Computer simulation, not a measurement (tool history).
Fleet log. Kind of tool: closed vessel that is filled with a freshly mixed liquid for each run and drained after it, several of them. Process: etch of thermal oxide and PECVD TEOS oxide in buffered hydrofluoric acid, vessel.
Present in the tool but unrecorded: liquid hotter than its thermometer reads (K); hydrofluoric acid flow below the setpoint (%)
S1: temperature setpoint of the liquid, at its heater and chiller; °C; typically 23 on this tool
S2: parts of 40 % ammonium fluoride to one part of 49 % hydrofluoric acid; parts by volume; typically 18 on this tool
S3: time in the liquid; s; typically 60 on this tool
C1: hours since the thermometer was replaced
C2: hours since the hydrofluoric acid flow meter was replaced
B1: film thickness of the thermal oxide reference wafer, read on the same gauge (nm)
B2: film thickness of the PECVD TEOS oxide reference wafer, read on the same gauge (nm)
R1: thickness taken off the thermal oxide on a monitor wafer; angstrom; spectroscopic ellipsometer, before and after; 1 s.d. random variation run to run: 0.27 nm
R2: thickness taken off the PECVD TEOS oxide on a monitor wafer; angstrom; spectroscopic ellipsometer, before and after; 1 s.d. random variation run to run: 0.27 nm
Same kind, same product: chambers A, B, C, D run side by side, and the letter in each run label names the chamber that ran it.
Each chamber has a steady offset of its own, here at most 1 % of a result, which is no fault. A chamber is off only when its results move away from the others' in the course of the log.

run	day	S1	S2	S3	C1	C2	B1	B2	R1	R2
# day 0.296: chamber C: thermometer replaced
1B	0.475	23	18	60	2211.5	545.7	90.032	130.01	350.26	425.43
2A	0.846	23	18	60	346.9	2535	89.976	130.01	349.37	428.29
3C	1.358	23	18	60	25.6	1616	90.039	129.99	355.56	429.63
4D	1.667	23	18	60	721.8	454.7	90.031	130.01	349.87	424.34
5C	2.033	23	18	60	41.8	1632.2	90.006	130	349.03	427.71
6A	2.446	23	18	60	385.3	2573.4	89.985	130.02	352.07	432.66
7B	3.012	23	18	60	2272.4	606.6	89.997	129.99	356	435.48
# day 3.058: chamber B: thermometer replaced
8D	3.479	23	18	60	765.3	498.2	90.042	130.01	346.56	425.3
9D	3.942	23	18	60	776.4	509.3	89.994	129.99	351.2	424.68
10C	4.521	23	18	60	101.5	1691.9	89.985	130	353.17	426.8
11A	5	23	18	60	446.6	2634.7	90.029	130.01	345.57	433.47
# day 5.529: chamber A: hydrofluoric acid flow meter replaced
12B	5.604	23	18	60	61.2	668.8	90.057	130.01	348.12	429.56
13C	6.067	23	18	60	138.6	1729	90.01	129.99	356.12	421.95
14D	6.371	23	18	60	834.7	567.6	90.003	130.01	346.32	424.33
15B	6.979	23	18	60	94.2	701.8	90.056	129.99	348.06	433.3
16A	7.396	23	18	60	504.1	44.9	90.002	129.98	351.09	432.66
17D	7.962	23	18	60	872.9	605.8	89.997	130	347.07	424.99
18C	8.321	23	18	60	192.7	1783.1	89.951	129.98	350.07	426.05
19B	8.908	23	18	60	140.5	748.1	90.029	129.99	350.28	430.84
# day 9.188: chamber D: hydrofluoric acid flow meter replaced
20A	9.438	23	18	60	553.1	93.9	90.024	129.99	344.47	431.28
21A	10.021	23	20.5	60	567.1	107.9	90.014	130.02	306.8	384.11
22C	10.292	23	20.5	60	240	1830.4	90.005	130	311.68	374.92
23B	10.825	23	20.5	60	186.5	794.1	89.933	129.99	309.77	381.62
24D	11.421	23	20.5	60	955.9	53.6	89.956	129.99	312.9	376.82
25B	11.992	23	18	60	214.5	822.1	89.971	130.01	355.08	430.87
26C	12.596	23	18	60	295.3	1885.7	89.973	130	350.6	426.59
27D	13.15	23	18	60	997.4	95.1	89.99	130	355.05	426.96
28A	13.421	23	18	60	648.7	189.5	90.034	130.03	351.29	430.02
29B	13.829	23	18	60	258.6	866.2	89.97	129.98	352.24	427.92
30A	14.162	23	18	60	666.5	207.3	89.988	130	348.66	435.31
31D	14.688	23	18	60	1034.3	132	89.991	130.02	352.9	426.26
32C	15.283	23	18	60	359.8	1950.2	89.981	130.02	349.58	429.31
33C	15.758	23	18	60	371.2	1961.6	90.008	130.01	353.28	426.08
34A	16.046	23	18	60	711.7	252.5	90.017	129.98	352.63	433.86
35B	16.542	23	18	60	323.7	931.3	90.051	130	352.36	428.09
36D	17.117	23	18	60	1092.6	190.3	89.969	129.99	353.13	427.11

All chambers now run identical settings, listed one chamber a line with results as question marks. What results will each chamber show?
37A	17.558	23	18	60					?	?
37B	17.558	23	18	60					?	?
37C	17.558	23	18	60					?	?
37D	17.558	23	18	60					?	?

run	R1	R2
37A	347.4	430.9
37B	351.03	429.43
37C	351.6	429.52
37D	356.22	424.44
